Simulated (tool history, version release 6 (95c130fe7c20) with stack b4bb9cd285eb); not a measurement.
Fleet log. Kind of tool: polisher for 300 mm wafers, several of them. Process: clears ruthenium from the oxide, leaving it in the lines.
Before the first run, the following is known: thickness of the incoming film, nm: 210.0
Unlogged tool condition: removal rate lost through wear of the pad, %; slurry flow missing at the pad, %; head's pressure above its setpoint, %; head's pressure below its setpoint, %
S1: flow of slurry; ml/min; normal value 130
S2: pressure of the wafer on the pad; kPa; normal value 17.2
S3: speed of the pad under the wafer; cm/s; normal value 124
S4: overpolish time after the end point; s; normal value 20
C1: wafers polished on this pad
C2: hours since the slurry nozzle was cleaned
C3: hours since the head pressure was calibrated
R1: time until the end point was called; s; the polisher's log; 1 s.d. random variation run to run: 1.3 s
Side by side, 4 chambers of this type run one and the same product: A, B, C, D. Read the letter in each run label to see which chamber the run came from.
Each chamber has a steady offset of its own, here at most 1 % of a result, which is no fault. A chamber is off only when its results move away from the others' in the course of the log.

Run 1C, hour 3.5: usual settings; C1 775; C2 247.7; C3 484.5. Result: R1 147.89 s.
Run 2B, hour 6.6: usual settings; C1 831; C2 540.7; C3 333.2. Result: R1 149.74 s.
Run 3A, hour 11.9: usual settings; C1 957; C2 361.3; C3 312.3. Result: R1 146.47 s.
At hour 13.6: chamber C: worn pad replaced by a new one.
Run 4D, hour 15.1: usual settings; C1 510; C2 321.7; C3 268.2. Result: R1 149.08 s.
Run 5A, hour 20.1: usual settings but S2 20.7 kPa; C1 1013; C2 369.5; C3 320.5. Result: R1 123.45 s.
Run 6D, hour 24.3: usual settings but S2 20.7 kPa; C1 573; C2 330.9; C3 277.4. Result: R1 125.25 s.
Run 7C, hour 27.1: usual settings but S2 20.7 kPa; C1 92; C2 271.3; C3 508.1. Result: R1 127.21 s.
Run 8B, hour 32.9: usual settings but S2 20.7 kPa; C1 1011; C2 567.0; C3 359.5. Result: R1 123.62 s.
Run 9B, hour 38.1: usual settings; C1 1047; C2 572.2; C3 364.7. Result: R1 147.97 s.
Run 10C, hour 41.8: usual settings; C1 193; C2 286.0; C3 522.8. Result: R1 150.28 s.
Run 11A, hour 44.4: usual settings; C1 1180; C2 393.8; C3 344.8. Result: R1 151.41 s.
Run 12D, hour 48.5: usual settings; C1 739; C2 355.1; C3 301.6. Result: R1 151.07 s.
At hour 52.4: chamber B: worn pad replaced by a new one.
Run 13B, hour 52.8: usual settings; C1 3; C2 586.9; C3 379.4. Result: R1 147.38 s.
Run 14D, hour 56.3: usual settings but S2 20.0 kPa, S4 28 s; C1 793; C2 362.9; C3 309.4. Result: R1 129.10 s.
At hour 56.5: chamber A: worn pad replaced by a new one.
Run 15A, hour 60.5: usual settings but S2 20.0 kPa, S4 28 s; C1 28; C2 409.9; C3 360.9. Result: R1 128.36 s.
At hour 62.0: chamber A: slurry nozzle cleaned.
Run 16C, hour 64.3: usual settings but S2 20.0 kPa, S4 28 s; C1 348; C2 308.5; C3 545.3. Result: R1 131.69 s.
Run 17C, hour 69.9: usual settings but S2 20.0 kPa, S4 28 s; C1 387; C2 314.1; C3 550.9. Result: R1 135.62 s.
Run 18B, hour 74.8: usual settings; C1 154; C2 608.9; C3 401.4. Result: R1 149.60 s.
Run 19D, hour 79.4: usual settings but S2 19.3 kPa, S4 24 s; C1 952; C2 386.0; C3 332.5. Result: R1 135.85 s.
Run 20A, hour 84.3: usual settings but S2 19.3 kPa, S4 24 s; C1 191; C2 22.4; C3 384.7. Result: R1 131.72 s.
At hour 86.6: chamber B: slurry nozzle cleaned.
Run 21B, hour 90.1: usual settings but S2 19.3 kPa, S4 24 s; C1 259; C2 3.6; C3 416.7. Result: R1 132.40 s.
Run 22C, hour 93.6: usual settings but S2 19.3 kPa, S4 24 s; C1 549; C2 337.8; C3 574.6. Result: R1 142.36 s.
Run 23A, hour 97.1: usual settings; C1 279; C2 35.2; C3 397.5. Result: R1 147.79 s.
Run 24D, hour 100.4: usual settings but S2 13.1 kPa, S4 16 s; C1 1096; C2 407.0; C3 353.5. Result: R1 195.08 s.
Run 25A, hour 105.0: usual settings but S2 13.1 kPa, S4 16 s; C1 333; C2 43.1; C3 405.4. Result: R1 194.22 s.
Run 26B, hour 109.7: usual settings but S2 13.1 kPa, S4 16 s; C1 394; C2 23.2; C3 436.3. Result: R1 194.12 s.

Each of the 4 chambers runs these same settings next. Fill in every chamber's results:
Run 27A, hour 114.0: usual settings. Result: R1 ?.
Run 27B, hour 114.0: usual settings. Result: R1 ?.
Run 27C, hour 114.0: usual settings. Result: R1 ?.
Run 27D, hour 114.0: usual settings. Result: R1 ?.

run      R1
27A  146.61
27B  147.11
27C  161.59
27D  147.83
